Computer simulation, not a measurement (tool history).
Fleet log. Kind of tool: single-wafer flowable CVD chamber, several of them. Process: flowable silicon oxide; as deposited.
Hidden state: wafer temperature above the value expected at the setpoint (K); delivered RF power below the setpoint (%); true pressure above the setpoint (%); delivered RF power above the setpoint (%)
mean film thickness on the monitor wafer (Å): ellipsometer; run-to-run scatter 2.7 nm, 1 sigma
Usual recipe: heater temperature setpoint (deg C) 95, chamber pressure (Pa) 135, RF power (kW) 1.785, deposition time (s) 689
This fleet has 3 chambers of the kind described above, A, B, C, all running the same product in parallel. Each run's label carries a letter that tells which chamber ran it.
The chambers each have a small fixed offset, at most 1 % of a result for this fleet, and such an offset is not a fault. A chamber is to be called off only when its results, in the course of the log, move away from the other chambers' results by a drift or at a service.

run,hour,heater temperature setpoint (deg C),chamber pressure (Pa),RF power (kW),deposition time (s),hours since the last thermocouple change,hours since the last RF generator calibration,hours since the last manometer calibration,"read-back reference wafer on the same gauge, thickness_nm",mean film thickness on the monitor wafer (Å)
1B,13.3,95,135,1.785,689,186.4,298.4,1441.9,646.19,6508.7
2A,23.3,95,135,1.785,689,655.6,279.4,1074.6,646.86,6448.3
3C,30.6,95,135,1.785,689,769.3,676.6,1379.1,646.3,6429.6
4C,38.5,95,135,1.785,689,777.2,684.5,1387,647.35,6382.7
5A,53,95,135,1.785,689,685.3,309.1,1104.3,647.41,6472
6B,60.1,95,135,1.785,689,233.2,345.2,1488.7,647.24,6487.9
7C,71.9,95,135,1.785,689,810.6,717.9,1420.4,646.72,6441.5
8A,83.7,95,135,1.785,689,716,339.8,1135,646.38,6495.7
9B,98.1,95,135,1.785,689,271.2,383.2,1526.7,647.09,6520.2
10B,107.6,95,135,1.785,689,280.7,392.7,1536.2,646.52,6482.7
11C,116.4,95,135,1.785,689,855.1,762.4,1464.9,646.51,6435
12A,131.4,95,135,1.785,689,763.7,387.5,1182.7,646.74,6468.8
13A,141.1,95,135,1.785,689,773.4,397.2,1192.4,647.48,6491
14B,154.2,95,135,1.785,689,327.3,439.3,1582.8,646.57,6526.5
15C,160.9,95,135,1.785,689,899.6,806.9,1509.4,646.91,6476.4
16C,168.4,95,135,1.785,689,907.1,814.4,1516.9,647.16,6442.8
17A,178.9,95,135,1.785,689,811.2,435,1230.2,646.37,6542
18B,186.5,95,135,1.785,689,359.6,471.6,1615.1,646.49,6506.4
# hour 190.6: chamber C: capacitance manometer re-zeroed and calibrated
19A,195.5,95,135,1.785,689,827.8,451.6,1246.8,646.72,6574.7
20C,202.9,95,135,1.785,689,941.6,848.9,12.3,646.46,6409.1
21B,218,95,135,1.785,765,391.1,503.1,1646.6,647.33,7167.1
22A,231.9,95,135,1.785,765,864.2,488,1283.2,647.22,7298.8
23B,238.5,95,135,1.785,765,411.6,523.6,1667.1,647.94,7220.9
# hour 243.2: chamber B: capacitance manometer re-zeroed and calibrated
24C,246.5,95,135,1.785,590,985.2,892.5,55.9,647.21,5462.2
25C,254.5,95,135,1.785,590,993.2,900.5,63.9,647.25,5478
26A,262.4,95,135,1.785,590,894.7,518.5,1313.7,647.35,5665.4
27B,274.9,95,135,1.785,689,448,560,31.8,647.37,6466.2
28A,287.8,95,135,1.785,689,920.1,543.9,1339.1,646.51,6677.1
29B,298.2,95,135,1.785,689,471.3,583.3,55.1,646.27,6516.9
30C,306.2,95,135,1.785,689,1044.9,952.2,115.6,647.19,6414.9
31C,316.8,109,135,2.13,689,1055.5,962.8,126.2,647.22,4226.9
32B,324.5,109,135,2.13,689,497.6,609.6,81.4,647.12,4261.5
33A,335.6,109,135,2.13,689,967.9,591.7,1386.9,646.44,4377.1
34A,348,95,135,1.785,689,980.3,604.1,1399.3,646.86,6735.9
35C,357.9,95,135,1.785,689,1096.6,1003.9,167.3,646.97,6331.1
36B,372.4,95,135,1.785,599,545.5,657.5,129.3,647.06,5623.1
37B,379.3,95,135,1.785,599,552.4,664.4,136.2,647.53,5676.3
# hour 383.9: chamber A: thermocouple changed; heater temperature recalibrated
38A,387.7,95,135,1.785,599,3.9,643.8,1439,646.76,5884.2
39C,395,102,135,1.785,689,1133.7,1041,204.4,646.84,5109.7

Is one chamber out of step, is the gauge drifting, or do the chambers differ by no more than their own small offsets? For an off chamber, give its letter and the likeliest cause.

One chamber, A, drifts off from the rest bit by bit.
Most likely cause: true pressure above the setpoint (%) = 3.88.

Here are 4 candidates for chamber A's next run, each the usual settings with a change, their results left as question marks. Which one brings its results back in line with what the others give on the usual settings?
Maximum distance from the other chambers' mean on the usual settings for a result to count as in line: mean film thickness on the monitor wafer (Å) 94
40A-1,405.9,95,139,1.79,699,,,,,?
40A-2,405.9,95,127,1.785,689,,,,,?
40A-3,405.9,95,141,1.8,707,,,,,?
40A-4,405.9,96,133,1.785,689,,,,,?

On the usual settings, the other chambers give on average: mean film thickness on the monitor wafer (Å) 6445.9
run,mean film thickness on the monitor wafer (Å)
40A-1,7105.8
40A-2,6285.5
40A-3,7354.6
40A-4,6474.7
40A-4 puts the chamber back in line with the other chambers.
